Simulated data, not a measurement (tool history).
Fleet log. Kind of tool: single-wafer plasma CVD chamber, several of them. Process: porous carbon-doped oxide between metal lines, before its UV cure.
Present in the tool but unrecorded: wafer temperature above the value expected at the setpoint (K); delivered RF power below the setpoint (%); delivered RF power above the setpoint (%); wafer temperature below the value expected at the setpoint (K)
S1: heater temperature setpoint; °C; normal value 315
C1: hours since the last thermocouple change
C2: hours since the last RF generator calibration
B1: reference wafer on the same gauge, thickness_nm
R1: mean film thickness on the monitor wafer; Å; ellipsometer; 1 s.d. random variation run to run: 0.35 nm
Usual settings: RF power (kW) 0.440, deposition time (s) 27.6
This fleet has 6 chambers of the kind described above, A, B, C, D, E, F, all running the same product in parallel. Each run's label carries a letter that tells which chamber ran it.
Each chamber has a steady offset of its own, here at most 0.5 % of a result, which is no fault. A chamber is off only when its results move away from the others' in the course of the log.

Run 1E, hour 3.5: usual settings; C1 167.8; C2 1813.0; B1 118.06. Result: R1 1250.8 Å.
At hour 6.7: chamber A: thermocouple changed; heater temperature recalibrated.
Run 2A, hour 8.4: usual settings; C1 1.7; C2 1086.7; B1 117.99. Result: R1 1267.2 Å.
Run 3D, hour 13.2: usual settings; C1 1038.8; C2 510.1; B1 118.03. Result: R1 1261.9 Å.
Run 4C, hour 19.3: usual settings; C1 379.5; C2 1483.3; B1 118.07. Result: R1 1254.7 Å.
Run 5B, hour 25.6: usual settings; C1 1293.3; C2 841.8; B1 117.99. Result: R1 1266.6 Å.
Run 6F, hour 30.4: usual settings; C1 75.0; C2 39.1; B1 118.06. Result: R1 1262.1 Å.
Run 7D, hour 37.1: usual settings but RF power (kW) 0.485; C1 1062.7; C2 534.0; B1 117.96. Result: R1 1341.0 Å.
Run 8E, hour 40.4: usual settings but RF power (kW) 0.485; C1 204.7; C2 1849.9; B1 118.00. Result: R1 1341.4 Å.
Run 9C, hour 44.1: usual settings but RF power (kW) 0.485; C1 404.3; C2 1508.1; B1 117.97. Result: R1 1351.4 Å.
Run 10F, hour 48.6: usual settings but RF power (kW) 0.485; C1 93.2; C2 57.3; B1 117.98. Result: R1 1351.1 Å.
Run 11B, hour 53.9: usual settings but RF power (kW) 0.485; C1 1321.6; C2 870.1; B1 117.97. Result: R1 1352.5 Å.
Run 12A, hour 59.9: usual settings but RF power (kW) 0.485; C1 53.2; C2 1138.2; B1 118.00. Result: R1 1345.9 Å.
Run 13A, hour 66.3: usual settings; C1 59.6; C2 1144.6; B1 118.04. Result: R1 1255.3 Å.
Run 14B, hour 69.5: usual settings; C1 1337.2; C2 885.7; B1 118.01. Result: R1 1254.1 Å.
Run 15C, hour 74.7: usual settings; C1 434.9; C2 1538.7; B1 118.01. Result: R1 1264.8 Å.
Run 16D, hour 77.9: usual settings; C1 1103.5; C2 574.8; B1 117.99. Result: R1 1260.6 Å.
At hour 82.3: chamber B: thermocouple changed; heater temperature recalibrated.
Run 17E, hour 82.3: usual settings; C1 246.6; C2 1891.8; B1 118.02. Result: R1 1254.7 Å.
Run 18F, hour 89.0: usual settings but RF power (kW) 0.365; C1 133.6; C2 97.7; B1 118.00. Result: R1 1082.1 Å.
Run 19C, hour 94.5: usual settings but RF power (kW) 0.365; C1 454.7; C2 1558.5; B1 117.96. Result: R1 1086.5 Å.
Run 20F, hour 99.8: usual settings but RF power (kW) 0.365; C1 144.4; C2 108.5; B1 117.97. Result: R1 1084.7 Å.
Run 21E, hour 104.2: usual settings but RF power (kW) 0.365; C1 268.5; C2 1913.7; B1 117.98. Result: R1 1076.6 Å.
Run 22A, hour 108.7: usual settings but RF power (kW) 0.365; C1 102.0; C2 1187.0; B1 118.01. Result: R1 1094.2 Å.
Run 23B, hour 114.9: usual settings but RF power (kW) 0.365; C1 32.6; C2 931.1; B1 117.94. Result: R1 1070.4 Å.
Run 24D, hour 120.4: usual settings; C1 1146.0; C2 617.3; B1 117.99. Result: R1 1256.7 Å.
Run 25A, hour 127.0: usual settings; C1 120.3; C2 1205.3; B1 117.96. Result: R1 1261.7 Å.
At hour 127.3: chamber E: RF generator calibrated.
Run 26D, hour 132.8: usual settings; C1 1158.4; C2 629.7; B1 117.92. Result: R1 1250.3 Å.
Run 27E, hour 136.6: usual settings; C1 300.9; C2 9.3; B1 118.00. Result: R1 1253.4 Å.
Run 28F, hour 140.2: usual settings; C1 184.8; C2 148.9; B1 118.00. Result: R1 1252.7 Å.
Run 29B, hour 144.9: usual settings; C1 62.6; C2 961.1; B1 118.03. Result: R1 1237.3 Å.
Run 30C, hour 148.7: usual settings; C1 508.9; C2 1612.7; B1 117.95. Result: R1 1254.6 Å.
Run 31F, hour 153.8: usual settings; C1 198.4; C2 162.5; B1 117.97. Result: R1 1259.1 Å.
Run 32B, hour 158.4: usual settings; C1 76.1; C2 974.6; B1 118.07. Result: R1 1236.8 Å.
Run 33D, hour 161.8: usual settings; C1 1187.4; C2 658.7; B1 118.08. Result: R1 1259.3 Å.
Run 34E, hour 167.1: usual settings; C1 331.4; C2 39.8; B1 117.94. Result: R1 1254.0 Å.
Run 35C, hour 171.9: usual settings; C1 532.1; C2 1635.9; B1 118.06. Result: R1 1255.6 Å.
Run 36A, hour 177.6: usual settings; C1 170.9; C2 1255.9; B1 117.98. Result: R1 1261.6 Å.
Run 37D, hour 181.7: usual settings; C1 1207.3; C2 678.6; B1 118.01. Result: R1 1255.8 Å.
Run 38E, hour 186.6: usual settings; C1 350.9; C2 59.3; B1 117.91. Result: R1 1253.2 Å.

Has any chamber moved away from the others, gradually or after a service, or does the common gauge drift, or do the chambers differ only by their own small steady offsets? State the chamber and the most likely cause if one applies.

Little by little, chamber B moves away from the other chambers.
Cause: delivered RF power below the setpoint (%) = 3.34.

Chamber B could run next with any of the 4 candidate recipes listed below; each alters the usual settings, and their results appear as question marks. Which one brings its results back in line with what the other chambers deliver on the usual settings?
In line here means within this much of the mean the other chambers give on the usual settings: R1 12.0 Å
Run 39B-1, hour 191.4: usual settings but S1 316 °C, deposition time (s) 27.1. Result: R1 ?.
Run 39B-2, hour 191.4: usual settings but S1 314 °C, RF power (kW) 0.445, deposition time (s) 28.2. Result: R1 ?.
Run 39B-3, hour 191.4: usual settings but S1 314 °C, RF power (kW) 0.450. Result: R1 ?.
Run 39B-4, hour 191.4: usual settings but S1 322 °C. Result: R1 ?.

Mean of the other chambers on the usual settings: R1 1257.4 Å
  run      R1
39B-1  1204.0
39B-2  1275.9
39B-3  1260.8
39B-4  1188.4
The right change is 39B-3: it brings the chamber back within the allowed miss of the others.
